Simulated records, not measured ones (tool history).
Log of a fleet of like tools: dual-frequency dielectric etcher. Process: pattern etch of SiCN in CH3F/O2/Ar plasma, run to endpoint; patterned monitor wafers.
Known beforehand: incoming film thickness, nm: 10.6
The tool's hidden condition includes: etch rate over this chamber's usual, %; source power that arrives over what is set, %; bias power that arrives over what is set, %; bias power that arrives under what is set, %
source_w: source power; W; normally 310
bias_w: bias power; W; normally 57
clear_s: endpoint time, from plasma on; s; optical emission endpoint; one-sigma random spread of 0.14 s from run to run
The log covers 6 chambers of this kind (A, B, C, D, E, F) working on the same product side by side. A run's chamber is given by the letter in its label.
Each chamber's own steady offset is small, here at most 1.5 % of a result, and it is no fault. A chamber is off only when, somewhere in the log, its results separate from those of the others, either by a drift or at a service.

run,hour,source_w,bias_w,hours since the last wet clean,hours since the last source power generator calibration,hours since the last bias power generator calibration,clear_s
1D,5,310,57,144.7,485.6,3011.2,33.681
2F,9.4,310,57,167.9,778.2,3185,33.731
3C,15.8,310,57,168.3,2524.6,618.8,33.486
4B,21.6,310,57,331,3046.7,2403.4,33.797
5A,30.3,310,57,248.7,1606.9,1402.5,33.219
6E,35.3,350,45,117.1,2095.7,2705.9,34.772
7E,43.8,350,45,125.6,2104.2,2714.4,34.518
8B,48.3,350,45,357.7,3073.4,2430.1,34.83
9D,55.5,350,45,195.2,536.1,3061.7,34.747
10F,62.1,350,45,220.6,830.9,3237.7,34.293
11C,69.9,350,45,222.4,2578.7,672.9,34.508
12A,76.8,310,57,295.2,1653.4,1449,33.638
13E,81.8,310,57,163.6,2142.2,2752.4,33.245
14D,89.7,310,57,229.4,570.3,3095.9,33.545
15F,94.5,310,57,253,863.3,3270.1,33.723
16C,102.8,310,57,255.3,2611.6,705.8,33.412
17B,110.5,310,57,419.9,3135.6,2492.3,33.537
18A,119.2,310,57,337.6,1695.8,1491.4,33.417
# hour 125: chamber B: wet clean of the chamber
19B,126.3,380,44,1.4,3151.4,2508.1,34.037
# hour 128.8: chamber A: wet clean of the chamber
20E,133.8,380,44,215.6,2194.2,2804.4,33.534
21A,137.7,380,44,8.9,1714.3,1509.9,33.438
22C,143,380,44,295.5,2651.8,746,33.463
23D,147,380,44,286.7,627.6,3153.2,34.082
24F,151.6,380,44,310.1,920.4,3327.2,33.567
25E,159,310,57,240.8,2219.4,2829.6,32.781
26A,167,370,51,38.2,1743.6,1539.2,32.249
# hour 172.5: chamber F: wet clean of the chamber
27C,172.5,370,51,325,2681.3,775.5,32.126
28F,179.5,370,51,7.1,948.3,3355.1,32.704
29D,185.4,370,51,325.1,666,3191.6,32.458
30B,192.4,370,51,67.5,3217.5,2574.2,32.813
31B,200.7,370,51,75.8,3225.8,2582.5,32.698
32C,208.3,310,57,360.8,2717.1,811.3,32.934
33A,213.2,310,57,84.4,1789.8,1585.4,33.504
34F,221.3,310,57,48.9,990.1,3396.9,33.528
35D,230,310,57,369.7,710.6,3236.2,33.859
36E,236.4,310,57,318.2,2296.8,2907,32.744
37F,244.6,310,57,72.2,1013.4,3420.2,33.513

Is one chamber off against the others, does the gauge drift, or is nothing wrong? If a chamber is off, say which, and what the likeliest cause is.

Little by little, chamber E moves away from the other chambers.
Likeliest cause: etch rate over this chamber's usual, % = 2.82.

Here are 4 candidates for chamber E's next run, each the usual settings with a change, their results left as question marks. Which one brings its results back in line with what the others give on the usual settings?
To be in line, a result may differ from the other chambers' mean on the usual settings by at most: clear_s 0.48 s
38E-1,250.9,340,61,,,,?
38E-2,250.9,310,52,,,,?
38E-3,250.9,320,59,,,,?
38E-4,250.9,290,53,,,,?

The other chambers' mean on the usual settings: clear_s 33.514 s
run,clear_s
38E-1,30.696
38E-2,33.562
38E-3,31.765
38E-4,34.195
With 38E-2, the chamber falls back in line with the rest.
